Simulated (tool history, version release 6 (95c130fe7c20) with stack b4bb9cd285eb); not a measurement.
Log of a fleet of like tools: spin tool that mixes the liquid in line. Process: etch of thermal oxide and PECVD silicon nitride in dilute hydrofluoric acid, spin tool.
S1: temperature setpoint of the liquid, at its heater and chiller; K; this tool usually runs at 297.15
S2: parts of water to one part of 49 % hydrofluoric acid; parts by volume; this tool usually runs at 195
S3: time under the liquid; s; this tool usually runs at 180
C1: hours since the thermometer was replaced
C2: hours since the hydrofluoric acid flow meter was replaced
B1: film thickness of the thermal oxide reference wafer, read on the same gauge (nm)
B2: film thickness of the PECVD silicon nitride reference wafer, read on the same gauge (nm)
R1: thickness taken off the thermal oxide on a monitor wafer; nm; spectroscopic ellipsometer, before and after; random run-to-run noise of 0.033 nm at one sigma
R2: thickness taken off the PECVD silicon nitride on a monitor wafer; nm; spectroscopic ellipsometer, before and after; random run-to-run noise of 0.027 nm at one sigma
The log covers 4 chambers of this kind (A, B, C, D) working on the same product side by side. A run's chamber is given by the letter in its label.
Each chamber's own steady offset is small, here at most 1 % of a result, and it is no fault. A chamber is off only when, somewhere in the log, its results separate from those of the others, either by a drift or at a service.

At day 0.242: chamber D: thermometer replaced.
Run 1B, day 0.317: usual settings; C1 101.7; C2 1078.2; B1 110.01; B2 110.01. Result: R1 4.0579 nm, R2 3.0099 nm.
Run 2C, day 0.588: usual settings; C1 490.2; C2 356; B1 110; B2 110.01. Result: R1 4.0472 nm, R2 3.0446 nm.
Run 3D, day 0.75: usual settings; C1 12.3; C2 329.2; B1 109.99; B2 110.02. Result: R1 4.0654 nm, R2 3.0665 nm.
Run 4A, day 0.958: usual settings; C1 560.7; C2 536.1; B1 110.03; B2 110. Result: R1 4.0591 nm, R2 3.0543 nm.
Run 5B, day 1.221: usual settings but S3 90 s; C1 123.4; C2 1099.9; B1 109.99; B2 110. Result: R1 2.0172 nm, R2 1.532 nm.
Run 6C, day 1.517: usual settings but S3 90 s; C1 512.5; C2 378.3; B1 109.98; B2 109.99. Result: R1 2.0517 nm, R2 1.5129 nm.
Run 7D, day 1.671: usual settings but S3 90 s; C1 34.4; C2 351.3; B1 109.98; B2 109.99. Result: R1 2.0336 nm, R2 1.5195 nm.
Run 8A, day 1.967: usual settings but S3 90 s; C1 584.9; C2 560.3; B1 109.94; B2 109.99. Result: R1 2.0375 nm, R2 1.5255 nm.
Run 9C, day 2.242: usual settings but S2 115 parts by volume, S3 255 s; C1 529.9; C2 395.7; B1 109.98; B2 110.02. Result: R1 10.835 nm, R2 7.2307 nm.
Run 10D, day 2.438: usual settings but S2 115 parts by volume, S3 255 s; C1 52.8; C2 369.7; B1 110; B2 110. Result: R1 10.555 nm, R2 7.1871 nm.
Run 11B, day 2.725: usual settings but S2 115 parts by volume, S3 255 s; C1 159.5; C2 1136; B1 109.99; B2 109.98. Result: R1 10.641 nm, R2 7.236 nm.
Run 12A, day 2.942: usual settings but S2 115 parts by volume, S3 255 s; C1 608.3; C2 583.7; B1 110.04; B2 109.99. Result: R1 10.713 nm, R2 7.1769 nm.
Run 13B, day 3.267: usual settings; C1 172.5; C2 1149; B1 109.97; B2 110. Result: R1 4.0856 nm, R2 3.0703 nm.
Run 14A, day 3.433: usual settings but S2 270 parts by volume, S3 125 s; C1 620.1; C2 595.5; B1 110.03; B2 109.98. Result: R1 1.8807 nm, R2 1.5276 nm.
Run 15D, day 3.712: usual settings but S2 270 parts by volume, S3 125 s; C1 83.4; C2 400.3; B1 110.04; B2 110. Result: R1 1.9202 nm, R2 1.5376 nm.
Run 16C, day 4.004: usual settings but S2 270 parts by volume, S3 125 s; C1 572.2; C2 438; B1 109.99; B2 110.03. Result: R1 1.9522 nm, R2 1.6066 nm.
Run 17C, day 4.279: usual settings but S2 270 parts by volume, S3 125 s; C1 578.8; C2 444.6; B1 110.01; B2 109.99. Result: R1 1.9607 nm, R2 1.5851 nm.
Run 18B, day 4.583: usual settings but S2 285 parts by volume; C1 204.1; C2 1180.6; B1 110.03; B2 109.99. Result: R1 2.5424 nm, R2 2.0825 nm.
Run 19A, day 4.8: usual settings but S2 285 parts by volume; C1 652.9; C2 628.3; B1 109.98; B2 110.02. Result: R1 2.5516 nm, R2 2.0748 nm.
Run 20D, day 5.038: usual settings but S2 285 parts by volume; C1 115.2; C2 432.1; B1 110; B2 110.02. Result: R1 2.5467 nm, R2 2.1166 nm.
Run 21D, day 5.208: usual settings but S2 285 parts by volume; C1 119.3; C2 436.2; B1 110.05; B2 109.99. Result: R1 2.5713 nm, R2 2.1026 nm.
Run 22C, day 5.488: usual settings; C1 607.8; C2 473.6; B1 109.98; B2 110.01. Result: R1 4.2336 nm, R2 3.1342 nm.
Run 23A, day 5.708: usual settings; C1 674.7; C2 650.1; B1 110; B2 109.98. Result: R1 4.0288 nm, R2 3.0567 nm.
Run 24B, day 5.971: usual settings; C1 237.4; C2 1213.9; B1 109.97; B2 110.02. Result: R1 4.0329 nm, R2 3.0228 nm.
Run 25A, day 6.2: usual settings; C1 686.5; C2 661.9; B1 110.04; B2 110. Result: R1 4.106 nm, R2 3.0273 nm.
Run 26D, day 6.425: usual settings; C1 148.5; C2 465.4; B1 109.98; B2 110.03. Result: R1 4.1 nm, R2 3.0334 nm.
Run 27C, day 6.662: usual settings; C1 636; C2 501.8; B1 109.99; B2 109.99. Result: R1 4.2773 nm, R2 3.1459 nm.
Run 28B, day 6.812: usual settings; C1 257.6; C2 1234.1; B1 110.01; B2 110.02. Result: R1 4.0768 nm, R2 3.0199 nm.
Run 29D, day 7.038: usual settings but S1 292.65 K, S3 220 s; C1 163.2; C2 480.1; B1 110.01; B2 110.01. Result: R1 4.2251 nm, R2 2.7897 nm.
Run 30C, day 7.225: usual settings but S1 292.65 K, S3 220 s; C1 649.5; C2 515.3; B1 110.01; B2 110.01. Result: R1 4.4641 nm, R2 2.8756 nm.
Run 31B, day 7.554: usual settings but S1 292.65 K, S3 220 s; C1 275.4; C2 1251.9; B1 110.04; B2 109.99. Result: R1 4.1378 nm, R2 2.7787 nm.
Run 32A, day 7.729: usual settings but S1 292.65 K, S3 220 s; C1 723.2; C2 698.6; B1 110.04; B2 110.01. Result: R1 4.1373 nm, R2 2.7802 nm.
Run 33A, day 7.942: usual settings; C1 728.3; C2 703.7; B1 110.02; B2 110. Result: R1 4.0486 nm, R2 3.0861 nm.
Run 34C, day 8.104: usual settings but S3 125 s; C1 670.6; C2 536.4; B1 109.97; B2 109.99. Result: R1 3.034 nm, R2 2.2291 nm.

Next, all 4 chambers run the settings below, one line each with question marks for the results. What does each chamber give?
Run 35A, day 8.346: usual settings. Result: R1 ?, R2 ?.
Run 35B, day 8.346: usual settings. Result: R1 ?, R2 ?.
Run 35C, day 8.346: usual settings. Result: R1 ?, R2 ?.
Run 35D, day 8.346: usual settings. Result: R1 ?, R2 ?.

run      R1      R2
35A  4.0282  3.0641
35B   4.058  2.9576
35C  4.3894  3.1586
35D  4.1393  3.0527

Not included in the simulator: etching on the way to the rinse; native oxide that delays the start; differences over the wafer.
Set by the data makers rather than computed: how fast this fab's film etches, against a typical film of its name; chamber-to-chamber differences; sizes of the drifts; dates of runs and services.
